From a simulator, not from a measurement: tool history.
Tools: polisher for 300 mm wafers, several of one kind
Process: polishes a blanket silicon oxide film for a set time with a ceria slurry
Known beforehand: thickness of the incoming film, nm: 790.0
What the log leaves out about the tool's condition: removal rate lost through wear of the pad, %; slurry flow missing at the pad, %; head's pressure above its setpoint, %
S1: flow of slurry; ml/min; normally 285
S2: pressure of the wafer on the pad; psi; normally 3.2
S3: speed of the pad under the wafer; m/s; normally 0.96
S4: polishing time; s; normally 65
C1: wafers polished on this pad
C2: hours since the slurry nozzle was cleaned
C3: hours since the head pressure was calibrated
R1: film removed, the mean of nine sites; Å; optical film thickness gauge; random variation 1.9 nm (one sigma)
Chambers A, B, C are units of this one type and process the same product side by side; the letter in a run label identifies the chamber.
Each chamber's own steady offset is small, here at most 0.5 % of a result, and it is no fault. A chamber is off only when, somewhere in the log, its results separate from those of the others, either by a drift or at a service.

{"hour": 2.3, "done": "chamber A: worn pad replaced by a new one"}
{"run": "1B", "hour": 5.4, "S1": 285, "S2": 3.2, "S3": 0.96, "S4": 65, "C1": 1055, "C2": 104.4, "C3": 356.1, "R1": 2494.3}
{"hour": 8.0, "done": "chamber C: slurry nozzle cleaned"}
{"run": "2A", "hour": 10.6, "S1": 285, "S2": 3.2, "S3": 0.96, "S4": 65, "C1": 76, "C2": 224.4, "C3": 483.2, "R1": 2523.4}
{"hour": 13.6, "done": "chamber B: worn pad replaced by a new one"}
{"run": "3C", "hour": 13.8, "S1": 285, "S2": 3.2, "S3": 0.96, "S4": 65, "C1": 289, "C2": 5.8, "C3": 304.1, "R1": 2476.8}
{"run": "4A", "hour": 18.3, "S1": 285, "S2": 3.2, "S3": 0.96, "S4": 65, "C1": 146, "C2": 232.1, "C3": 490.9, "R1": 2527.1}
{"run": "5C", "hour": 23.8, "S1": 285, "S2": 3.2, "S3": 1.2, "S4": 65, "C1": 380, "C2": 15.8, "C3": 314.1, "R1": 3137.9}
{"run": "6B", "hour": 29.1, "S1": 285, "S2": 3.2, "S3": 1.2, "S4": 65, "C1": 142, "C2": 128.1, "C3": 379.8, "R1": 3075.7}
{"run": "7A", "hour": 32.2, "S1": 285, "S2": 3.2, "S3": 1.2, "S4": 65, "C1": 273, "C2": 246, "C3": 504.8, "R1": 3086.4}
{"run": "8B", "hour": 36.1, "S1": 285, "S2": 3.2, "S3": 0.96, "S4": 65, "C1": 206, "C2": 135.1, "C3": 386.8, "R1": 2488.6}
{"run": "9C", "hour": 40.3, "S1": 285, "S2": 3.2, "S3": 0.96, "S4": 65, "C1": 531, "C2": 32.3, "C3": 330.6, "R1": 2459.7}
{"run": "10A", "hour": 44.5, "S1": 285, "S2": 3.2, "S3": 0.96, "S4": 65, "C1": 386, "C2": 258.3, "C3": 517.1, "R1": 2536.5}
{"run": "11C", "hour": 48.4, "S1": 345, "S2": 3.7, "S3": 0.96, "S4": 65, "C1": 605, "C2": 40.4, "C3": 338.7, "R1": 2923.1}
{"run": "12B", "hour": 51.3, "S1": 345, "S2": 3.7, "S3": 0.96, "S4": 65, "C1": 345, "C2": 150.3, "C3": 402, "R1": 2931.8}
{"run": "13B", "hour": 56.8, "S1": 345, "S2": 3.7, "S3": 0.96, "S4": 65, "C1": 395, "C2": 155.8, "C3": 407.5, "R1": 2921.4}
{"hour": 58.4, "done": "chamber A: slurry nozzle cleaned"}
{"run": "14A", "hour": 61.6, "S1": 285, "S2": 3.2, "S3": 0.96, "S4": 65, "C1": 542, "C2": 3.3, "C3": 534.2, "R1": 2564.7}
{"run": "15C", "hour": 65.6, "S1": 285, "S2": 3.2, "S3": 0.96, "S4": 65, "C1": 763, "C2": 57.6, "C3": 355.9, "R1": 2488.5}
{"run": "16B", "hour": 70.7, "S1": 285, "S2": 3.2, "S3": 0.96, "S4": 65, "C1": 522, "C2": 169.7, "C3": 421.4, "R1": 2523.3}
{"run": "17A", "hour": 74.2, "S1": 285, "S2": 3.2, "S3": 0.96, "S4": 65, "C1": 657, "C2": 15.9, "C3": 546.8, "R1": 2620.7}
{"run": "18C", "hour": 77.5, "S1": 285, "S2": 3.2, "S3": 0.96, "S4": 65, "C1": 871, "C2": 69.5, "C3": 367.8, "R1": 2503.4}
{"run": "19B", "hour": 81.4, "S1": 285, "S2": 3.2, "S3": 0.96, "S4": 65, "C1": 620, "C2": 180.4, "C3": 432.1, "R1": 2478.9}
{"run": "20A", "hour": 85.5, "S1": 285, "S2": 3.2, "S3": 0.96, "S4": 65, "C1": 761, "C2": 27.2, "C3": 558.1, "R1": 2667.6}
{"run": "21C", "hour": 88.8, "S1": 285, "S2": 3.2, "S3": 0.96, "S4": 65, "C1": 975, "C2": 80.8, "C3": 379.1, "R1": 2490.1}
{"run": "22B", "hour": 94.4, "S1": 285, "S2": 3.2, "S3": 0.96, "S4": 65, "C1": 739, "C2": 193.4, "C3": 445.1, "R1": 2514.5}
{"run": "23A", "hour": 99.5, "S1": 285, "S2": 3.2, "S3": 0.96, "S4": 65, "C1": 889, "C2": 41.2, "C3": 572.1, "R1": 2691.4}
{"run": "24C", "hour": 102.1, "S1": 285, "S2": 3.2, "S3": 0.96, "S4": 65, "C1": 1096, "C2": 94.1, "C3": 392.4, "R1": 2508.7}
{"run": "25C", "hour": 105.3, "S1": 285, "S2": 3.2, "S3": 0.96, "S4": 65, "C1": 1126, "C2": 97.3, "C3": 395.6, "R1": 2486.9}
{"run": "26A", "hour": 110.4, "S1": 285, "S2": 3.2, "S3": 0.96, "S4": 65, "C1": 988, "C2": 52.1, "C3": 583, "R1": 2716.7}
{"run": "27B", "hour": 113.3, "S1": 285, "S2": 3.2, "S3": 0.96, "S4": 65, "C1": 912, "C2": 212.3, "C3": 464, "R1": 2507}

Read the log: is a single chamber off, either drifting away or since a service, is the gauge that measures every chamber drifting, or is nothing wrong beyond small per-chamber offsets? Name any odd chamber and what most likely caused it.

Little by little, chamber A moves away from the other chambers.
Most likely cause: head's pressure above its setpoint, % = 10.6.

Chamber A could run next with any of the 4 candidate recipes listed below; each alters the usual settings, and their results appear as question marks. Which one brings its results back in line with what the other chambers deliver on the usual settings?
In line here means within this much of the mean the other chambers give on the usual settings: R1 67 Å
{"run": "28A-1", "hour": 117.6, "S1": 285, "S2": 3.2, "S3": 1.02, "S4": 68, "R1": "?"}
{"run": "28A-2", "hour": 117.6, "S1": 285, "S2": 3.2, "S3": 0.94, "S4": 64, "R1": "?"}
{"run": "28A-3", "hour": 117.6, "S1": 280, "S2": 3.2, "S3": 0.86, "S4": 65, "R1": "?"}
{"run": "28A-4", "hour": 117.6, "S1": 285, "S2": 3.2, "S3": 1, "S4": 65, "R1": "?"}

The mean the other chambers reach with the usual settings: R1 2488.4 Å
run=28A-1 R1=3058.5
run=28A-2 R1=2655.7
run=28A-3 R1=2466.7
run=28A-4 R1=2866.9
The answer is 28A-3, which returns the chamber to within the allowed miss of the others.

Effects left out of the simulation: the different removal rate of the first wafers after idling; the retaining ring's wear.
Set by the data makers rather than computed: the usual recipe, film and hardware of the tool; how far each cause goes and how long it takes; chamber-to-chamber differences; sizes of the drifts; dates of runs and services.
